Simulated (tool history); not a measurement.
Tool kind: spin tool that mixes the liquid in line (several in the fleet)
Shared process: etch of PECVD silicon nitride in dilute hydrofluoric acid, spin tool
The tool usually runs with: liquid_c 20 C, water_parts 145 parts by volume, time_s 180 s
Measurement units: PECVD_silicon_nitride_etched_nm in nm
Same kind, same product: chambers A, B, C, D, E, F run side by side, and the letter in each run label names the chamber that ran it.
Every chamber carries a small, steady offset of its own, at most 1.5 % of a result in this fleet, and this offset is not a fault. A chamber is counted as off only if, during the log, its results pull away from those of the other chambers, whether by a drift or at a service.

run	hour	liquid_c	water_parts	time_s	read-back film thickness of the PECVD silicon nitride reference wafer, read on the same gauge (nm)	PECVD_silicon_nitride_etched_nm
1A	5.7	20	145	180	90.029	5.4727
2F	10.7	20	145	180	90.003	5.5235
3B	18.1	20	145	180	90.016	5.4563
4E	26.1	20	145	180	90.024	5.4213
5D	30.1	20	145	180	89.959	5.3986
6C	37.8	20	145	180	90.031	5.4475
7B	46.7	20	145	180	90.007	5.4915
8F	54	20	145	270	90.008	8.1634
9D	58.9	20	145	270	89.975	8.1448
10C	63.7	20	145	270	90.023	8.2659
11A	71.5	20	145	270	89.998	8.1124
12E	79.8	20	145	270	90.007	8.2385
13D	86.3	20	145	270	90.001	8.1041
14A	92.8	20	110	285	89.998	11.373
15F	99.5	20	110	285	89.966	11.319
16B	103.9	20	110	285	89.974	11.626
17E	112.3	20	110	285	90.004	11.244
18C	120.1	20	110	285	89.988	11.514
19A	127.7	20	110	285	90.02	11.235
20C	132	20	145	180	90.008	5.5179
21F	140.5	20	145	180	90.041	5.4983
22B	147.4	24.5	145	180	90.035	7.4901
23E	151.7	24.5	145	180	90.027	7.3139
24D	159.3	24.5	145	180	89.986	7.2265
25A	164.4	24.5	145	180	89.979	7.2084
26B	169.6	24.5	145	180	89.983	7.3805
27F	177.4	24.5	145	180	90.001	7.3885
28C	186.2	24	170	180	90.021	6.4032
29D	191.4	24	170	180	89.97	6.0197
30E	200.4	24	170	180	90.032	5.9997
31F	206.1	24	170	180	89.984	6.1214
32B	211.8	24	170	180	90.014	6.0398
33A	218	24	170	180	90.012	5.977
34C	225.6	20	145	180	90.029	5.8144
35D	230.7	20	145	180	90	5.4087
36E	236	20	145	180	89.983	5.5244
37D	242.8	20	145	180	90.025	5.4352
# hour 244.3: chamber A: thermometer replaced
# hour 245.3: chamber F: thermometer replaced
38C	247.7	20	145	180	89.955	5.9032
39B	252.3	20	145	180	89.984	5.5133
# hour 256.2: chamber A: hydrofluoric acid flow meter replaced
40E	260.8	20	145	180	89.983	5.5058
41F	269.2	20	145	180	90	5.4703
42A	276.3	20	145	215	89.955	6.4102

Is one chamber out of step, is the gauge drifting, or do the chambers differ by no more than their own small offsets? For an off chamber, give its letter and the likeliest cause.

Chamber C drifts away from the others.
Most likely cause: hydrofluoric acid flow above the setpoint (%) = 10.1.
The log may not separate it from: liquid hotter than its thermometer reads (K).

Here are 4 candidates for chamber C's next run, each the usual settings with a change, their results left as question marks. Which one brings its results back in line with what the others give on the usual settings?
To be in line, a result may differ from the other chambers' mean on the usual settings by at most: PECVD_silicon_nitride_etched_nm 0.16 nm
43C-1	282.7	20	145	200		?
43C-2	282.7	19.5	150	165		?
43C-3	282.7	18.5	145	180		?
43C-4	282.7	20	135	195		?

On the usual settings, the other chambers give on average: PECVD_silicon_nitride_etched_nm 5.4377 nm
run	PECVD_silicon_nitride_etched_nm
43C-1	6.6146
43C-2	5.1066
43C-3	5.3857
43C-4	6.9207
43C-3 is the one that brings the chamber's results back in line with the other chambers.
